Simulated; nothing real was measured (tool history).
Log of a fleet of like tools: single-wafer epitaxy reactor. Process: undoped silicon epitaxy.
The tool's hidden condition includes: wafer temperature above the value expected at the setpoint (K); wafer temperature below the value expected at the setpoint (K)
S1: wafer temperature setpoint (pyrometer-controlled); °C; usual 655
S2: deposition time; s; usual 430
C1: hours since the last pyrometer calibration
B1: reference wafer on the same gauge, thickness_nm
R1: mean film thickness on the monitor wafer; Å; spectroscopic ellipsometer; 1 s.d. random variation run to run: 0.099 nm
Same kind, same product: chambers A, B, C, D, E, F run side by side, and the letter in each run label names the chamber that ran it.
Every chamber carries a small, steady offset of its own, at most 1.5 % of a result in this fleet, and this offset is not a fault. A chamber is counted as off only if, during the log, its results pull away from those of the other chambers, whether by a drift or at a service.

Run 1C, hour 7: usual settings; C1 1351.3; B1 79.82. Result: R1 805.52 Å.
Run 2A, hour 18.7: usual settings; C1 918.3; B1 79.822. Result: R1 808.97 Å.
Run 3F, hour 32.4: usual settings; C1 1981.5; B1 79.803. Result: R1 804.8 Å.
Run 4D, hour 44.7: usual settings; C1 61.9; B1 79.869. Result: R1 803.19 Å.
Run 5B, hour 56.1: usual settings; C1 1007.6; B1 79.848. Result: R1 803.22 Å.
Run 6E, hour 70.4: usual settings; C1 969.6; B1 79.82. Result: R1 812.69 Å.
Run 7D, hour 81.6: usual settings; C1 98.8; B1 79.861. Result: R1 803.77 Å.
Run 8B, hour 94.6: usual settings; C1 1046.1; B1 79.879. Result: R1 803.49 Å.
Run 9C, hour 105.5: usual settings but S1 659 °C, S2 394 s; C1 1449.8; B1 79.879. Result: R1 805.37 Å.
Run 10A, hour 118.7: usual settings but S1 659 °C, S2 394 s; C1 1018.3; B1 79.893. Result: R1 809.95 Å.
At hour 125.4: chamber B: pyrometer calibrated.
At hour 126.2: chamber A: pyrometer calibrated.
Run 11E, hour 131.6: usual settings but S1 659 °C, S2 394 s; C1 1030.8; B1 79.89. Result: R1 811.31 Å.
Run 12F, hour 141.1: usual settings but S1 659 °C, S2 394 s; C1 2090.2; B1 79.887. Result: R1 805.9 Å.
Run 13D, hour 154.8: usual settings but S1 659 °C, S2 394 s; C1 172; B1 79.927. Result: R1 803.01 Å.
Run 14E, hour 164.9: usual settings but S1 659 °C, S2 394 s; C1 1064.1; B1 79.957. Result: R1 812.41 Å.
Run 15C, hour 178.9: usual settings; C1 1523.2; B1 79.939. Result: R1 807.72 Å.
Run 16B, hour 187.1: usual settings; C1 61.8; B1 79.953. Result: R1 804.72 Å.
Run 17A, hour 193.4: usual settings but S2 513 s; C1 67.3; B1 79.95. Result: R1 967.81 Å.
Run 18F, hour 204.1: usual settings but S2 513 s; C1 2153.2; B1 79.987. Result: R1 965.59 Å.
Run 19E, hour 213.5: usual settings but S2 513 s; C1 1112.7; B1 79.985. Result: R1 972.53 Å.
Run 20C, hour 220.2: usual settings but S2 513 s; C1 1564.5; B1 79.977. Result: R1 962.24 Å.
Run 21A, hour 231.4: usual settings but S2 513 s; C1 105.3; B1 79.995. Result: R1 966.48 Å.
Run 22B, hour 241.7: usual settings but S2 513 s; C1 116.4; B1 79.988. Result: R1 958.46 Å.
Run 23F, hour 256: usual settings; C1 2205.1; B1 80.023. Result: R1 808.34 Å.
Run 24D, hour 269: usual settings; C1 286.2; B1 80.014. Result: R1 802.43 Å.
Run 25C, hour 283.1: usual settings; C1 1627.4; B1 80.027. Result: R1 808.8 Å.
At hour 288.3: chamber C: pyrometer calibrated.
Run 26F, hour 296.2: usual settings; C1 2245.3; B1 80.04. Result: R1 808.08 Å.
Run 27B, hour 304: usual settings; C1 178.7; B1 80.034. Result: R1 805.69 Å.
Run 28D, hour 313.3: usual settings; C1 330.5; B1 80.027. Result: R1 805.29 Å.
Run 29A, hour 327.2: usual settings; C1 201.1; B1 80.091. Result: R1 809.84 Å.
Run 30E, hour 336.3: usual settings; C1 1235.5; B1 80.081. Result: R1 816.53 Å.
Run 31E, hour 350.9: usual settings; C1 1250.1; B1 80.105. Result: R1 817.28 Å.
Run 32F, hour 359.6: usual settings but S1 642 °C, S2 361 s; C1 2308.7; B1 80.088. Result: R1 509.06 Å.
Run 33D, hour 374.2: usual settings but S1 642 °C, S2 361 s; C1 391.4; B1 80.09. Result: R1 506.14 Å.
Run 34C, hour 385: usual settings but S1 642 °C, S2 361 s; C1 96.7; B1 80.095. Result: R1 508.92 Å.
Run 35B, hour 395.5: usual settings but S1 642 °C, S2 361 s; C1 270.2; B1 80.108. Result: R1 508.71 Å.
Run 36A, hour 405: usual settings but S1 642 °C, S2 361 s; C1 278.9; B1 80.118. Result: R1 510.99 Å.
Run 37A, hour 417.6: usual settings but S1 642 °C, S2 361 s; C1 291.5; B1 80.117. Result: R1 510.03 Å.
Run 38D, hour 430.8: usual settings; C1 448; B1 80.138. Result: R1 803.91 Å.
Run 39C, hour 437.7: usual settings; C1 149.4; B1 80.138. Result: R1 808.41 Å.
Run 40B, hour 444.1: usual settings but S1 668 °C, S2 364 s; C1 318.8; B1 80.144. Result: R1 902.03 Å.
Run 41E, hour 454.7: usual settings but S1 668 °C, S2 364 s; C1 1353.9; B1 80.183. Result: R1 908.63 Å.
Run 42F, hour 466.9: usual settings but S1 668 °C, S2 364 s; C1 2416; B1 80.185. Result: R1 907.01 Å.
Run 43F, hour 481: usual settings but S1 668 °C, S2 364 s; C1 2430.1; B1 80.186. Result: R1 909.07 Å.
Run 44E, hour 490.2: usual settings but S1 668 °C, S2 364 s; C1 1389.4; B1 80.204. Result: R1 908.02 Å.

Decide between three cases: one chamber stands off from its peers, the gauge reading all wafers drifts, or nothing is wrong past each chamber's small offset. Where a chamber is off, say which and what most likely put it there.

Gauge drift. The chambers move together only on paper, and none stands off.
Cause: gauge reads high (%) = 0.503.
